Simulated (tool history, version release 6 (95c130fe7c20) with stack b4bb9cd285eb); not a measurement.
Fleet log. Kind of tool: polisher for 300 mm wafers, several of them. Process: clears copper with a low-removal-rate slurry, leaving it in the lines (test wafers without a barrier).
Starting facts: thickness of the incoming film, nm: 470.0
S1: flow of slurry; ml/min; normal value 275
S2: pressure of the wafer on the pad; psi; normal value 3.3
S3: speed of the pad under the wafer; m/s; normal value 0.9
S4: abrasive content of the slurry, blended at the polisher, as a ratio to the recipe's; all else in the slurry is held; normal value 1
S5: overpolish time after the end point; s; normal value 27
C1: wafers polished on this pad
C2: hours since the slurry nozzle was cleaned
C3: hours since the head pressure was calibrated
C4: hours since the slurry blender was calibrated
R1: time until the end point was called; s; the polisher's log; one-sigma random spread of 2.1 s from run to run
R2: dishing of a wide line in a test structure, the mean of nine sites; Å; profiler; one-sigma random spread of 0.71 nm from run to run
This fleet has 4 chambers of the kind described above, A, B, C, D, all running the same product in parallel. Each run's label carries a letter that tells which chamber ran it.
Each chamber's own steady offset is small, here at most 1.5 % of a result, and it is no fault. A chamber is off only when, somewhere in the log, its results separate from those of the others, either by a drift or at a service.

-- hour=2.6 chamber A: slurry blender recalibrated
run 1B hour=11.3 | S1=275 S2=3.3 S3=0.9 S4=1 S5=27 | C1=383 C2=24.3 C3=73.2 C4=407.2 | R1=177.03 R2=305.59
run 2A hour=21.2 | S1=275 S2=3.3 S3=0.9 S4=1 S5=27 | C1=542 C2=403.3 C3=416.1 C4=18.7 | R1=180.5 R2=297.68
-- hour=27.5 chamber C: head pressure recalibrated
run 3C hour=36 | S1=275 S2=3.3 S3=0.9 S4=1 S5=27 | C1=527 C2=102.2 C3=8.6 C4=57.1 | R1=177.27 R2=289.55
-- hour=41.6 chamber C: worn pad replaced by a new one
run 4D hour=43.5 | S1=275 S2=3.3 S3=0.9 S4=1 S5=27 | C1=678 C2=228.1 C3=525.2 C4=95.5 | R1=177.59 R2=282.08
-- hour=49.9 chamber D: worn pad replaced by a new one
run 5B hour=51.3 | S1=275 S2=3.3 S3=0.9 S4=1 S5=27 | C1=769 C2=64.3 C3=113.2 C4=447.2 | R1=176.27 R2=293.11
run 6C hour=62.8 | S1=275 S2=3.3 S3=0.9 S4=1 S5=27 | C1=204 C2=129 C3=35.4 C4=83.9 | R1=179.73 R2=281.92
-- hour=66.9 chamber D: slurry blender recalibrated
run 7D hour=69.8 | S1=275 S2=3.3 S3=0.9 S4=1 S5=27 | C1=192 C2=254.4 C3=551.5 C4=2.9 | R1=178.58 R2=280.26
-- hour=71.2 chamber A: worn pad replaced by a new one
-- hour=74.5 chamber C: slurry blender recalibrated
run 8A hour=79.4 | S1=275 S2=3.3 S3=0.9 S4=1 S5=27 | C1=79 C2=461.5 C3=474.3 C4=76.9 | R1=184.1 R2=297.32
run 9B hour=89.3 | S1=275 S2=3.3 S3=0.9 S4=1 S5=27 | C1=1135 C2=102.3 C3=151.2 C4=485.2 | R1=178.63 R2=304.94
run 10A hour=100.7 | S1=275 S2=3.3 S3=0.9 S4=1 S5=27 | C1=284 C2=482.8 C3=495.6 C4=98.2 | R1=181.98 R2=285.79
-- hour=103.1 chamber B: worn pad replaced by a new one
-- hour=106.9 chamber C: worn pad replaced by a new one
run 11C hour=115.6 | S1=275 S2=3.3 S3=0.9 S4=1 S5=27 | C1=84 C2=181.8 C3=88.2 C4=41.1 | R1=180.89 R2=294.54
-- hour=122.7 chamber D: worn pad replaced by a new one
-- hour=124.7 chamber A: slurry nozzle cleaned
run 12D hour=128.1 | S1=275 S2=3.3 S3=0.9 S4=1 S5=27 | C1=52 C2=312.7 C3=609.8 C4=61.2 | R1=175.75 R2=281.41
run 13D hour=136.8 | S1=275 S2=3.3 S3=0.9 S4=1 S5=27 | C1=136 C2=321.4 C3=618.5 C4=69.9 | R1=179.53 R2=285.47
-- hour=144.5 chamber B: slurry blender recalibrated
run 14B hour=146.6 | S1=275 S2=3.3 S3=0.9 S4=1 S5=27 | C1=419 C2=159.6 C3=208.5 C4=2.1 | R1=176.92 R2=308.97
run 15A hour=154.3 | S1=275 S2=3.3 S3=0.9 S4=1 S5=27 | C1=801 C2=29.7 C3=549.2 C4=151.8 | R1=185.11 R2=282.78
-- hour=165.4 chamber C: worn pad replaced by a new one
run 16C hour=166.9 | S1=275 S2=3.3 S3=0.9 S4=1 S5=27 | C1=14 C2=233.1 C3=139.5 C4=92.4 | R1=178.41 R2=283.8
-- hour=170.8 chamber D: slurry blender recalibrated
-- hour=172.6 chamber C: slurry nozzle cleaned
run 17B hour=177.5 | S1=275 S2=3.3 S3=0.9 S4=1 S5=27 | C1=717 C2=190.5 C3=239.4 C4=33 | R1=176.47 R2=286.08
-- hour=184 chamber C: slurry blender recalibrated
-- hour=185.3 chamber D: worn pad replaced by a new one
run 18D hour=192 | S1=275 S2=3.3 S3=0.9 S4=1 S5=27 | C1=64 C2=376.6 C3=673.7 C4=21.2 | R1=179.54 R2=280.53
run 19C hour=201.1 | S1=275 S2=3.3 S3=0.9 S4=1 S5=27 | C1=344 C2=28.5 C3=173.7 C4=17.1 | R1=178.34 R2=287.72
-- hour=206.4 chamber A: worn pad replaced by a new one
run 20A hour=211.6 | S1=275 S2=3.3 S3=0.9 S4=1 S5=27 | C1=50 C2=87 C3=606.5 C4=209.1 | R1=193.91 R2=298.77
-- hour=225.1 chamber C: worn pad replaced by a new one
run 21A hour=226.1 | S1=275 S2=3.3 S3=0.9 S4=1 S5=27 | C1=190 C2=101.5 C3=621 C4=223.6 | R1=197.33 R2=284.31
run 22B hour=238.3 | S1=245 S2=3.9 S3=0.9 S4=1 S5=27 | C1=1304 C2=251.3 C3=300.2 C4=93.8 | R1=155.21 R2=327.35
-- hour=238.5 chamber A: slurry blender recalibrated
run 23D hour=251.2 | S1=245 S2=3.9 S3=0.9 S4=1 S5=27 | C1=635 C2=435.8 C3=732.9 C4=80.4 | R1=154.01 R2=314.09
run 24C hour=264.3 | S1=245 S2=3.9 S3=0.9 S4=1 S5=27 | C1=378 C2=91.7 C3=236.9 C4=80.3 | R1=152.61 R2=305.15
run 25A hour=275.8 | S1=245 S2=3.9 S3=0.9 S4=1 S5=27 | C1=669 C2=151.2 C3=670.7 C4=37.4 | R1=173.77 R2=310.72

For the next run the whole fleet of 4 chambers uses the same settings. Give each chamber's results:
run 26A hour=286.6 | S1=275 S2=3.3 S3=0.9 S4=1 S5=27 | R1=? R2=?
run 26B hour=286.6 | S1=275 S2=3.3 S3=0.9 S4=1 S5=27 | R1=? R2=?
run 26C hour=286.6 | S1=275 S2=3.3 S3=0.9 S4=1 S5=27 | R1=? R2=?
run 26D hour=286.6 | S1=275 S2=3.3 S3=0.9 S4=1 S5=27 | R1=? R2=?

run=26A R1=204.56 R2=283.74
run=26B R1=178.89 R2=295.94
run=26C R1=179.48 R2=280.87
run=26D R1=180.61 R2=297.66
